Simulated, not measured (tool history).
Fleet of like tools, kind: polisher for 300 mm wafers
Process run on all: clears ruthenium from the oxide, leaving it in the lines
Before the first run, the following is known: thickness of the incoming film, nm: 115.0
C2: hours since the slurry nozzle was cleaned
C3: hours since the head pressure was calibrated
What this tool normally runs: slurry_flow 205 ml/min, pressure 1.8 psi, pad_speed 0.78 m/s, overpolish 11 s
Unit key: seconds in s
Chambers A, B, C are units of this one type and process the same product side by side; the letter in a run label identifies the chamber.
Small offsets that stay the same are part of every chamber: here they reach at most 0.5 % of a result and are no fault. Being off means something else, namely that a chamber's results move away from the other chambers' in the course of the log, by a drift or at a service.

{"run": "1C", "hour": 10.2, "slurry_flow": 205, "pressure": 1.8, "pad_speed": 0.78, "overpolish": 11, "wafers polished on this pad": 85, "C2": 180.6, "C3": 362.7, "seconds": 143.34}
{"run": "2B", "hour": 17.3, "slurry_flow": 205, "pressure": 1.8, "pad_speed": 0.78, "overpolish": 11, "wafers polished on this pad": 332, "C2": 254.0, "C3": 309.4, "seconds": 143.72}
{"run": "3A", "hour": 26.0, "slurry_flow": 205, "pressure": 1.8, "pad_speed": 0.78, "overpolish": 11, "wafers polished on this pad": 897, "C2": 386.7, "C3": 446.3, "seconds": 141.45}
{"hour": 27.3, "done": "chamber A: worn pad replaced by a new one"}
{"run": "4A", "hour": 31.5, "slurry_flow": 205, "pressure": 1.8, "pad_speed": 0.78, "overpolish": 11, "wafers polished on this pad": 19, "C2": 392.2, "C3": 451.8, "seconds": 141.39}
{"run": "5B", "hour": 40.4, "slurry_flow": 240, "pressure": 2.2, "pad_speed": 0.78, "overpolish": 11, "wafers polished on this pad": 440, "C2": 277.1, "C3": 332.5, "seconds": 113.65}
{"run": "6C", "hour": 49.0, "slurry_flow": 240, "pressure": 2.2, "pad_speed": 0.78, "overpolish": 11, "wafers polished on this pad": 265, "C2": 219.4, "C3": 401.5, "seconds": 112.85}
{"hour": 49.9, "done": "chamber B: worn pad replaced by a new one"}
{"run": "7C", "hour": 55.5, "slurry_flow": 240, "pressure": 2.2, "pad_speed": 0.78, "overpolish": 11, "wafers polished on this pad": 296, "C2": 225.9, "C3": 408.0, "seconds": 112.43}
{"run": "8B", "hour": 62.8, "slurry_flow": 205, "pressure": 1.8, "pad_speed": 0.78, "overpolish": 11, "wafers polished on this pad": 60, "C2": 299.5, "C3": 354.9, "seconds": 146.78}
{"run": "9A", "hour": 68.0, "slurry_flow": 205, "pressure": 1.8, "pad_speed": 0.78, "overpolish": 11, "wafers polished on this pad": 189, "C2": 428.7, "C3": 488.3, "seconds": 141.16}
{"run": "10B", "hour": 73.5, "slurry_flow": 205, "pressure": 1.8, "pad_speed": 0.78, "overpolish": 11, "wafers polished on this pad": 110, "C2": 310.2, "C3": 365.6, "seconds": 142.46}
{"run": "11C", "hour": 82.3, "slurry_flow": 205, "pressure": 1.8, "pad_speed": 0.78, "overpolish": 11, "wafers polished on this pad": 420, "C2": 252.7, "C3": 434.8, "seconds": 142.63}
{"run": "12A", "hour": 88.8, "slurry_flow": 205, "pressure": 1.8, "pad_speed": 0.78, "overpolish": 11, "wafers polished on this pad": 286, "C2": 449.5, "C3": 509.1, "seconds": 141.75}
{"run": "13A", "hour": 94.7, "slurry_flow": 250, "pressure": 1.8, "pad_speed": 0.78, "overpolish": 6, "wafers polished on this pad": 313, "C2": 455.4, "C3": 515.0, "seconds": 138.52}
{"run": "14B", "hour": 101.6, "slurry_flow": 250, "pressure": 1.8, "pad_speed": 0.78, "overpolish": 6, "wafers polished on this pad": 240, "C2": 338.3, "C3": 393.7, "seconds": 143.29}
{"run": "15C", "hour": 110.8, "slurry_flow": 250, "pressure": 1.8, "pad_speed": 0.78, "overpolish": 6, "wafers polished on this pad": 553, "C2": 281.2, "C3": 463.3, "seconds": 139.66}
{"run": "16C", "hour": 120.0, "slurry_flow": 205, "pressure": 1.8, "pad_speed": 0.78, "overpolish": 11, "wafers polished on this pad": 596, "C2": 290.4, "C3": 472.5, "seconds": 143.37}
{"hour": 126.4, "done": "chamber A: head pressure recalibrated"}
{"run": "17A", "hour": 127.1, "slurry_flow": 205, "pressure": 1.8, "pad_speed": 0.78, "overpolish": 11, "wafers polished on this pad": 464, "C2": 487.8, "C3": 0.8, "seconds": 141.72}
{"run": "18B", "hour": 135.3, "slurry_flow": 245, "pressure": 1.8, "pad_speed": 0.78, "overpolish": 4, "wafers polished on this pad": 397, "C2": 372.0, "C3": 427.4, "seconds": 140.88}
{"run": "19A", "hour": 144.1, "slurry_flow": 245, "pressure": 1.8, "pad_speed": 0.78, "overpolish": 4, "wafers polished on this pad": 543, "C2": 504.8, "C3": 17.8, "seconds": 138.62}
{"run": "20C", "hour": 152.5, "slurry_flow": 245, "pressure": 1.8, "pad_speed": 0.78, "overpolish": 4, "wafers polished on this pad": 747, "C2": 322.9, "C3": 505.0, "seconds": 140.14}
{"run": "21B", "hour": 158.6, "slurry_flow": 205, "pressure": 1.8, "pad_speed": 0.78, "overpolish": 11, "wafers polished on this pad": 506, "C2": 395.3, "C3": 450.7, "seconds": 143.96}
{"run": "22A", "hour": 165.6, "slurry_flow": 205, "pressure": 1.8, "pad_speed": 0.78, "overpolish": 11, "wafers polished on this pad": 643, "C2": 526.3, "C3": 39.3, "seconds": 140.67}
{"hour": 168.6, "done": "chamber B: worn pad replaced by a new one"}
{"run": "23B", "hour": 173.1, "slurry_flow": 205, "pressure": 1.8, "pad_speed": 0.78, "overpolish": 11, "wafers polished on this pad": 21, "C2": 409.8, "C3": 465.2, "seconds": 145.71}
{"run": "24C", "hour": 181.5, "slurry_flow": 205, "pressure": 1.5, "pad_speed": 0.78, "overpolish": 11, "wafers polished on this pad": 882, "C2": 351.9, "C3": 534.0, "seconds": 175.39}
{"run": "25B", "hour": 189.3, "slurry_flow": 205, "pressure": 1.5, "pad_speed": 0.78, "overpolish": 11, "wafers polished on this pad": 96, "C2": 426.0, "C3": 481.4, "seconds": 176.04}
{"run": "26C", "hour": 194.6, "slurry_flow": 205, "pressure": 1.5, "pad_speed": 0.78, "overpolish": 11, "wafers polished on this pad": 943, "C2": 365.0, "C3": 547.1, "seconds": 173.0}
{"hour": 200.9, "done": "chamber A: slurry nozzle cleaned"}
{"run": "27A", "hour": 202.6, "slurry_flow": 155, "pressure": 1.8, "pad_speed": 0.78, "overpolish": 17, "wafers polished on this pad": 815, "C2": 1.8, "C3": 76.3, "seconds": 148.96}
{"run": "28C", "hour": 207.0, "slurry_flow": 155, "pressure": 1.8, "pad_speed": 0.78, "overpolish": 17, "wafers polished on this pad": 1000, "C2": 377.4, "C3": 559.5, "seconds": 156.37}
{"run": "29A", "hour": 212.0, "slurry_flow": 155, "pressure": 1.8, "pad_speed": 0.78, "overpolish": 17, "wafers polished on this pad": 859, "C2": 11.2, "C3": 85.7, "seconds": 147.22}
{"run": "30B", "hour": 219.2, "slurry_flow": 205, "pressure": 1.8, "pad_speed": 0.78, "overpolish": 11, "wafers polished on this pad": 235, "C2": 455.9, "C3": 511.3, "seconds": 141.88}
{"run": "31B", "hour": 226.1, "slurry_flow": 255, "pressure": 1.8, "pad_speed": 0.78, "overpolish": 14, "wafers polished on this pad": 267, "C2": 462.8, "C3": 518.2, "seconds": 138.94}
{"run": "32A", "hour": 230.9, "slurry_flow": 255, "pressure": 1.8, "pad_speed": 0.78, "overpolish": 14, "wafers polished on this pad": 947, "C2": 30.1, "C3": 104.6, "seconds": 139.31}
{"run": "33C", "hour": 239.6, "slurry_flow": 255, "pressure": 1.8, "pad_speed": 0.78, "overpolish": 14, "wafers polished on this pad": 1152, "C2": 410.0, "C3": 592.1, "seconds": 142.95}
{"run": "34C", "hour": 246.6, "slurry_flow": 205, "pressure": 1.8, "pad_speed": 0.78, "overpolish": 11, "wafers polished on this pad": 1185, "C2": 417.0, "C3": 599.1, "seconds": 152.06}
{"run": "35A", "hour": 253.0, "slurry_flow": 205, "pressure": 1.8, "pad_speed": 0.78, "overpolish": 11, "wafers polished on this pad": 1050, "C2": 52.2, "C3": 126.7, "seconds": 141.2}
{"hour": 256.0, "done": "chamber A: worn pad replaced by a new one"}
{"run": "36B", "hour": 259.9, "slurry_flow": 205, "pressure": 1.8, "pad_speed": 0.78, "overpolish": 11, "wafers polished on this pad": 425, "C2": 496.6, "C3": 552.0, "seconds": 142.78}
{"hour": 266.4, "done": "chamber C: head pressure recalibrated"}
{"run": "37B", "hour": 267.7, "slurry_flow": 205, "pressure": 1.8, "pad_speed": 0.78, "overpolish": 11, "wafers polished on this pad": 461, "C2": 504.4, "C3": 559.8, "seconds": 146.42}
{"run": "38C", "hour": 275.8, "slurry_flow": 205, "pressure": 1.8, "pad_speed": 0.78, "overpolish": 11, "wafers polished on this pad": 1321, "C2": 446.2, "C3": 9.4, "seconds": 151.72}
{"run": "39A", "hour": 283.6, "slurry_flow": 205, "pressure": 1.8, "pad_speed": 0.78, "overpolish": 11, "wafers polished on this pad": 128, "C2": 82.8, "C3": 157.3, "seconds": 144.5}
{"run": "40A", "hour": 292.2, "slurry_flow": 240, "pressure": 1.8, "pad_speed": 0.86, "overpolish": 11, "wafers polished on this pad": 168, "C2": 91.4, "C3": 165.9, "seconds": 128.14}

Next, all 3 chambers run the settings below, one line each with question marks for the results. What does each chamber give?
{"run": "41A", "hour": 299.5, "slurry_flow": 205, "pressure": 1.8, "pad_speed": 0.78, "overpolish": 11, "seconds": "?"}
{"run": "41B", "hour": 299.5, "slurry_flow": 205, "pressure": 1.8, "pad_speed": 0.78, "overpolish": 11, "seconds": "?"}
{"run": "41C", "hour": 299.5, "slurry_flow": 205, "pressure": 1.8, "pad_speed": 0.78, "overpolish": 11, "seconds": "?"}

run=41A seconds=143.36
run=41B seconds=144.08
run=41C seconds=151.98
